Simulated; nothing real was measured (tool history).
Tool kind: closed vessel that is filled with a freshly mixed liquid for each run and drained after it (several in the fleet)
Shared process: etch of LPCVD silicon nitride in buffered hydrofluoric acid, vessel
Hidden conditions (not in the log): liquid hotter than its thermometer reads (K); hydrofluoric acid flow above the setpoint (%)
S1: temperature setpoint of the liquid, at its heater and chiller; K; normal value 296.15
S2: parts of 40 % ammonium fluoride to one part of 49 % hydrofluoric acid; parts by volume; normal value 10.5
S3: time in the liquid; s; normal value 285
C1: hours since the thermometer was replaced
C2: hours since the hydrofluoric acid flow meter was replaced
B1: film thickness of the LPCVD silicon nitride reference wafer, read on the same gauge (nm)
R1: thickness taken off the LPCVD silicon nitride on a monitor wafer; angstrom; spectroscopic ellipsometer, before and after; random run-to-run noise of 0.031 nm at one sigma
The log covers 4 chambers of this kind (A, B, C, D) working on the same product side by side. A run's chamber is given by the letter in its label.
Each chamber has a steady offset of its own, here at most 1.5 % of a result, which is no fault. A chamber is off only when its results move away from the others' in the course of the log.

run 1D hour=4.4 | S1=296.15 S2=10.5 S3=285 | C1=118.9 C2=796.3 | B1=50.038 | R1=43.496
run 2B hour=8.2 | S1=296.15 S2=10.5 S3=285 | C1=306.4 C2=1814.3 | B1=49.978 | R1=42.839
run 3C hour=13.8 | S1=296.15 S2=10.5 S3=285 | C1=148.7 C2=440.6 | B1=49.971 | R1=42.712
run 4A hour=18.0 | S1=296.15 S2=10.5 S3=285 | C1=219.1 C2=666.2 | B1=49.969 | R1=43.196
run 5A hour=21.9 | S1=296.15 S2=10.5 S3=285 | C1=223.0 C2=670.1 | B1=50.002 | R1=43.733
run 6B hour=26.8 | S1=296.15 S2=10.5 S3=285 | C1=325.0 C2=1832.9 | B1=49.966 | R1=42.954
run 7C hour=32.1 | S1=296.15 S2=10.5 S3=285 | C1=167.0 C2=458.9 | B1=49.957 | R1=42.556
run 8D hour=36.8 | S1=296.15 S2=10.5 S3=285 | C1=151.3 C2=828.7 | B1=49.980 | R1=43.448
run 9C hour=40.6 | S1=296.15 S2=10.5 S3=285 | C1=175.5 C2=467.4 | B1=49.995 | R1=42.407
run 10A hour=45.6 | S1=296.15 S2=10.5 S3=285 | C1=246.7 C2=693.8 | B1=50.032 | R1=43.268
run 11D hour=50.2 | S1=296.15 S2=10.5 S3=285 | C1=164.7 C2=842.1 | B1=49.978 | R1=43.257
run 12B hour=55.0 | S1=296.15 S2=8.5 S3=450 | C1=353.2 C2=1861.1 | B1=50.001 | R1=81.145
run 13B hour=61.5 | S1=296.15 S2=8.5 S3=450 | C1=359.7 C2=1867.6 | B1=49.982 | R1=80.089
run 14D hour=66.0 | S1=296.15 S2=8.5 S3=450 | C1=180.5 C2=857.9 | B1=50.005 | R1=79.761
run 15A hour=69.1 | S1=296.15 S2=8.5 S3=450 | C1=270.2 C2=717.3 | B1=49.958 | R1=82.704
run 16C hour=74.8 | S1=296.15 S2=8.0 S3=285 | C1=209.7 C2=501.6 | B1=49.957 | R1=54.776
run 17B hour=81.5 | S1=296.15 S2=8.0 S3=285 | C1=379.7 C2=1887.6 | B1=49.982 | R1=55.322
run 18D hour=85.0 | S1=296.15 S2=8.0 S3=285 | C1=199.5 C2=876.9 | B1=49.968 | R1=55.421
run 19A hour=88.8 | S1=296.15 S2=8.0 S3=285 | C1=289.9 C2=737.0 | B1=50.013 | R1=55.644
run 20C hour=93.3 | S1=296.15 S2=10.5 S3=285 | C1=228.2 C2=520.1 | B1=49.988 | R1=42.653
run 21D hour=100.1 | S1=296.15 S2=10.5 S3=285 | C1=214.6 C2=892.0 | B1=49.996 | R1=43.810
run 22B hour=105.0 | S1=296.15 S2=10.5 S3=285 | C1=403.2 C2=1911.1 | B1=49.991 | R1=42.630
run 23A hour=109.3 | S1=296.15 S2=10.5 S3=285 | C1=310.4 C2=757.5 | B1=50.004 | R1=43.859
run 24C hour=116.1 | S1=296.15 S2=10.5 S3=285 | C1=251.0 C2=542.9 | B1=49.995 | R1=42.862
run 25D hour=123.2 | S1=296.15 S2=10.5 S3=285 | C1=237.7 C2=915.1 | B1=50.004 | R1=43.471
run 26A hour=127.1 | S1=296.15 S2=10.5 S3=285 | C1=328.2 C2=775.3 | B1=49.983 | R1=43.271
run 27B hour=134.3 | S1=296.15 S2=10.5 S3=285 | C1=432.5 C2=1940.4 | B1=50.018 | R1=42.961
run 28C hour=138.3 | S1=296.15 S2=10.5 S3=285 | C1=273.2 C2=565.1 | B1=50.038 | R1=42.683
run 29C hour=142.6 | S1=296.15 S2=10.5 S3=285 | C1=277.5 C2=569.4 | B1=49.991 | R1=42.347
run 30B hour=149.0 | S1=296.15 S2=10.5 S3=285 | C1=447.2 C2=1955.1 | B1=50.034 | R1=42.865
run 31D hour=154.1 | S1=296.15 S2=14.0 S3=285 | C1=268.6 C2=946.0 | B1=50.044 | R1=33.814
run 32A hour=160.9 | S1=296.15 S2=14.0 S3=285 | C1=362.0 C2=809.1 | B1=50.066 | R1=32.677
run 33A hour=166.6 | S1=296.15 S2=14.0 S3=285 | C1=367.7 C2=814.8 | B1=49.981 | R1=32.968
run 34B hour=172.5 | S1=296.15 S2=14.0 S3=285 | C1=470.7 C2=1978.6 | B1=49.984 | R1=32.384
-- hour=176.1 chamber B: hydrofluoric acid flow meter replaced
run 35C hour=177.0 | S1=296.15 S2=10.5 S3=285 | C1=311.9 C2=603.8 | B1=49.971 | R1=42.302
run 36D hour=180.3 | S1=296.15 S2=10.5 S3=285 | C1=294.8 C2=972.2 | B1=49.979 | R1=45.614
run 37C hour=183.7 | S1=296.15 S2=10.5 S3=285 | C1=318.6 C2=610.5 | B1=49.990 | R1=42.292
run 38A hour=187.0 | S1=296.15 S2=10.5 S3=285 | C1=388.1 C2=835.2 | B1=49.993 | R1=43.573
run 39B hour=191.9 | S1=296.15 S2=10.5 S3=285 | C1=490.1 C2=15.8 | B1=49.996 | R1=43.040
run 40D hour=198.7 | S1=296.15 S2=10.5 S3=285 | C1=313.2 C2=990.6 | B1=49.999 | R1=44.850
run 41A hour=203.5 | S1=296.15 S2=10.5 S3=285 | C1=404.6 C2=851.7 | B1=49.972 | R1=43.693
run 42B hour=208.3 | S1=293.15 S2=10.5 S3=450 | C1=506.5 C2=32.2 | B1=49.998 | R1=57.654
run 43D hour=212.7 | S1=293.15 S2=10.5 S3=450 | C1=327.2 C2=1004.6 | B1=49.999 | R1=59.912
run 44C hour=215.9 | S1=293.15 S2=10.5 S3=450 | C1=350.8 C2=642.7 | B1=49.975 | R1=56.964

Predict what each chamber gives when all 4 of them run the settings below next.
run 45A hour=221.2 | S1=296.15 S2=10.5 S3=285 | R1=?
run 45B hour=221.2 | S1=296.15 S2=10.5 S3=285 | R1=?
run 45C hour=221.2 | S1=296.15 S2=10.5 S3=285 | R1=?
run 45D hour=221.2 | S1=296.15 S2=10.5 S3=285 | R1=?

run=45A R1=43.310
run=45B R1=42.781
run=45C R1=42.623
run=45D R1=45.892
